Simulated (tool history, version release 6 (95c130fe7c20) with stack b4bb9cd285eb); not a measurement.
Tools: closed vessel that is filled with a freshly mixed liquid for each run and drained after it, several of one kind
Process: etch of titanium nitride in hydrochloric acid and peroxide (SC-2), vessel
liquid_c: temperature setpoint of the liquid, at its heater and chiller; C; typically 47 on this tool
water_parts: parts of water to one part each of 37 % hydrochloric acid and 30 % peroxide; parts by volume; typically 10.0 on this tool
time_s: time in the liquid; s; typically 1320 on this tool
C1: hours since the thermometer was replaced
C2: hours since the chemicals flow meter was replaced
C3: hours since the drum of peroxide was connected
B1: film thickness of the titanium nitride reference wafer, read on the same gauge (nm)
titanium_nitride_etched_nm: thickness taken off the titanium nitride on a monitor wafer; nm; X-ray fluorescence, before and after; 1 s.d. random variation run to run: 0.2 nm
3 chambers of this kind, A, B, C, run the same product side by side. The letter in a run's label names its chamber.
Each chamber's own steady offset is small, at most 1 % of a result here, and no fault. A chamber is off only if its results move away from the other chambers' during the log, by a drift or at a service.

Run 1B, hour 8.4: usual settings; C1 302.3; C2 263.6; C3 457.7; B1 69.999. Result: titanium_nitride_etched_nm 21.304 nm.
Run 2A, hour 15.9: usual settings; C1 83.6; C2 1055.7; C3 16.3; B1 69.989. Result: titanium_nitride_etched_nm 21.179 nm.
Run 3C, hour 23.1: usual settings; C1 1820.8; C2 395.6; C3 548.0; B1 69.980. Result: titanium_nitride_etched_nm 21.300 nm.
Run 4C, hour 35.8: usual settings; C1 1833.5; C2 408.3; C3 560.7; B1 69.990. Result: titanium_nitride_etched_nm 21.792 nm.
Run 5B, hour 48.2: usual settings; C1 342.1; C2 303.4; C3 497.5; B1 70.019. Result: titanium_nitride_etched_nm 21.070 nm.
Run 6A, hour 57.6: usual settings; C1 125.3; C2 1097.4; C3 58.0; B1 70.003. Result: titanium_nitride_etched_nm 21.298 nm.
Run 7C, hour 68.8: usual settings; C1 1866.5; C2 441.3; C3 593.7; B1 70.006. Result: titanium_nitride_etched_nm 21.251 nm.
Run 8B, hour 80.5: usual settings; C1 374.4; C2 335.7; C3 529.8; B1 69.981. Result: titanium_nitride_etched_nm 21.113 nm.
Run 9A, hour 95.0: usual settings; C1 162.7; C2 1134.8; C3 95.4; B1 70.016. Result: titanium_nitride_etched_nm 21.301 nm.
Run 10B, hour 106.2: usual settings; C1 400.1; C2 361.4; C3 555.5; B1 70.003. Result: titanium_nitride_etched_nm 21.216 nm.
Run 11A, hour 117.4: usual settings; C1 185.1; C2 1157.2; C3 117.8; B1 69.997. Result: titanium_nitride_etched_nm 21.308 nm.
Run 12C, hour 128.6: usual settings; C1 1926.3; C2 501.1; C3 653.5; B1 70.015. Result: titanium_nitride_etched_nm 21.860 nm.
Run 13A, hour 137.7: usual settings; C1 205.4; C2 1177.5; C3 138.1; B1 69.994. Result: titanium_nitride_etched_nm 20.999 nm.
Run 14C, hour 148.0: usual settings; C1 1945.7; C2 520.5; C3 672.9; B1 69.994. Result: titanium_nitride_etched_nm 21.636 nm.
Run 15B, hour 159.9: usual settings; C1 453.8; C2 415.1; C3 609.2; B1 70.023. Result: titanium_nitride_etched_nm 21.268 nm.
Run 16B, hour 173.3: usual settings; C1 467.2; C2 428.5; C3 622.6; B1 69.989. Result: titanium_nitride_etched_nm 20.994 nm.
Run 17C, hour 180.9: usual settings; C1 1978.6; C2 553.4; C3 705.8; B1 70.005. Result: titanium_nitride_etched_nm 22.339 nm.
Run 18A, hour 188.6: usual settings; C1 256.3; C2 1228.4; C3 189.0; B1 70.008. Result: titanium_nitride_etched_nm 21.326 nm.
At hour 189.0: chamber C: new drum of peroxide connected.
Run 19A, hour 198.6: usual settings but water_parts 11.5 parts by volume; C1 266.3; C2 1238.4; C3 199.0; B1 70.000. Result: titanium_nitride_etched_nm 18.838 nm.
Run 20B, hour 206.7: usual settings but water_parts 11.5 parts by volume; C1 500.6; C2 461.9; C3 656.0; B1 70.021. Result: titanium_nitride_etched_nm 18.747 nm.
Run 21C, hour 217.6: usual settings but water_parts 11.5 parts by volume; C1 2015.3; C2 590.1; C3 28.7; B1 69.983. Result: titanium_nitride_etched_nm 20.155 nm.
Run 22A, hour 225.0: usual settings; C1 292.7; C2 1264.8; C3 225.4; B1 70.003. Result: titanium_nitride_etched_nm 21.374 nm.
Run 23C, hour 234.3: usual settings; C1 2032.0; C2 606.8; C3 45.4; B1 70.001. Result: titanium_nitride_etched_nm 22.570 nm.
Run 24B, hour 245.7: usual settings; C1 539.6; C2 500.9; C3 695.0; B1 69.999. Result: titanium_nitride_etched_nm 21.067 nm.
Run 25A, hour 259.8: usual settings; C1 327.5; C2 1299.6; C3 260.2; B1 70.008. Result: titanium_nitride_etched_nm 21.507 nm.
Run 26B, hour 267.9: usual settings; C1 561.8; C2 523.1; C3 717.2; B1 69.994. Result: titanium_nitride_etched_nm 21.237 nm.

One chamber off, gauge drift, or nothing amiss beyond the chambers' own small offsets? If it is a chamber, which one, and what is the likeliest cause?

Chamber C drifts away from the others.
Likeliest cause: chemicals flow above the setpoint (%) = 9.51.
Not necessarily distinguishable in this log from: liquid hotter than its thermometer reads (K).

Chamber C could run next with any of the 4 candidate recipes listed below; each alters the usual settings, and their results appear as question marks. Which one brings its results back in line with what the other chambers deliver on the usual settings?
Maximum distance from the other chambers' mean on the usual settings for a result to count as in line: titanium_nitride_etched_nm 0.690 nm
Run 27C-1, hour 278.3: usual settings but water_parts 10.5 parts by volume. Result: titanium_nitride_etched_nm ?.
Run 27C-2, hour 278.3: usual settings but liquid_c 47.5 C. Result: titanium_nitride_etched_nm ?.
Run 27C-3, hour 278.3: usual settings but time_s 1205 s. Result: titanium_nitride_etched_nm ?.
Run 27C-4, hour 278.3: usual settings but water_parts 9.0 parts by volume. Result: titanium_nitride_etched_nm ?.

What the other chambers average on the usual settings: titanium_nitride_etched_nm 21.250 nm
  run  titanium_nitride_etched_nm
27C-1                      22.226
27C-2                      23.949
27C-3                      21.134
27C-4                      25.254
Change 27C-3 lands the chamber within the allowed miss of the other chambers.
